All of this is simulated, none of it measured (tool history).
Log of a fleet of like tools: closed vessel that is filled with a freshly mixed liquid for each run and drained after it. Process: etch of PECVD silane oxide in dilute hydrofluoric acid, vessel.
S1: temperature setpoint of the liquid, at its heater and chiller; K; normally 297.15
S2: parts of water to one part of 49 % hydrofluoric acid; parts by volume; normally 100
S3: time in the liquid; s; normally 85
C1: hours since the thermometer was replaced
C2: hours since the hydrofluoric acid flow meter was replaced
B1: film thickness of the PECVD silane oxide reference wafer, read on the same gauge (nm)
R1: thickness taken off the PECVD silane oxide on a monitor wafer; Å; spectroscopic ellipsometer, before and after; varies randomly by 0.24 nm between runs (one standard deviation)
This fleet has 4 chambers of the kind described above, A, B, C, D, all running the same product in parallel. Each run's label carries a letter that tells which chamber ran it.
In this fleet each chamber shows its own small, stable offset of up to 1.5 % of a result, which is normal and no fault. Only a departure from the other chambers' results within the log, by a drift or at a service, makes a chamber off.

run	hour	S1	S2	S3	C1	C2	B1	R1
1B	11.6	297.15	100	85	2195.8	381.7	90.007	314.27
2A	19.7	297.15	100	85	1596.2	392	89.969	311.46
3C	27.3	297.15	100	85	297.1	823.4	90.003	308.35
4D	36.9	297.15	100	85	1654.5	41.7	90.019	313.54
5D	47.9	297.15	100	85	1665.5	52.7	89.996	310.13
# hour 51.2: chamber B: thermometer replaced
6A	53.6	297.15	100	130	1630.1	425.9	89.98	476.9
7C	66	297.15	100	130	335.8	862.1	90.021	477.89
8B	78.5	297.15	100	130	27.3	448.6	89.991	471.06
9A	87.3	297.15	100	130	1663.8	459.6	89.979	473.47
10C	93.4	297.15	100	85	363.2	889.5	90.008	312.66
11B	102.7	297.15	100	85	51.5	472.8	90.003	314.49
12D	113.1	297.15	100	85	1730.7	117.9	89.969	309.2
13B	121.8	297.15	100	85	70.6	491.9	89.997	311.41
14C	129.2	297.15	100	85	399	925.3	89.959	305.35
15D	139	297.15	100	85	1756.6	143.8	90.011	305.43
16A	148.5	297.15	100	85	1725	520.8	90.01	312.37
17C	158.8	297.15	100	85	428.6	954.9	89.999	305.4
18B	165.4	297.15	100	85	114.2	535.5	90.011	309.26
19A	177.9	297.15	100	85	1754.4	550.2	89.992	312.45
20D	185.1	297.15	100	85	1802.7	189.9	90.026	311.83
21C	190.8	297.15	100	85	460.6	986.9	90.009	292.71
22D	196.8	297.15	100	85	1814.4	201.6	89.999	307.56
23B	205.7	299.15	100	120	154.5	575.8	89.976	471.26
24A	216.2	299.15	100	120	1792.7	588.5	89.99	477.97
25C	225.5	299.15	100	120	495.3	1021.6	89.983	453.91

Each of the 4 chambers runs these same settings next. Fill in every chamber's results:
26A	234.5	297.15	100	85				?
26B	234.5	297.15	100	85				?
26C	234.5	297.15	100	85				?
26D	234.5	297.15	100	85				?

run	R1
26A	311.7
26B	308.79
26C	290.21
26D	303.6
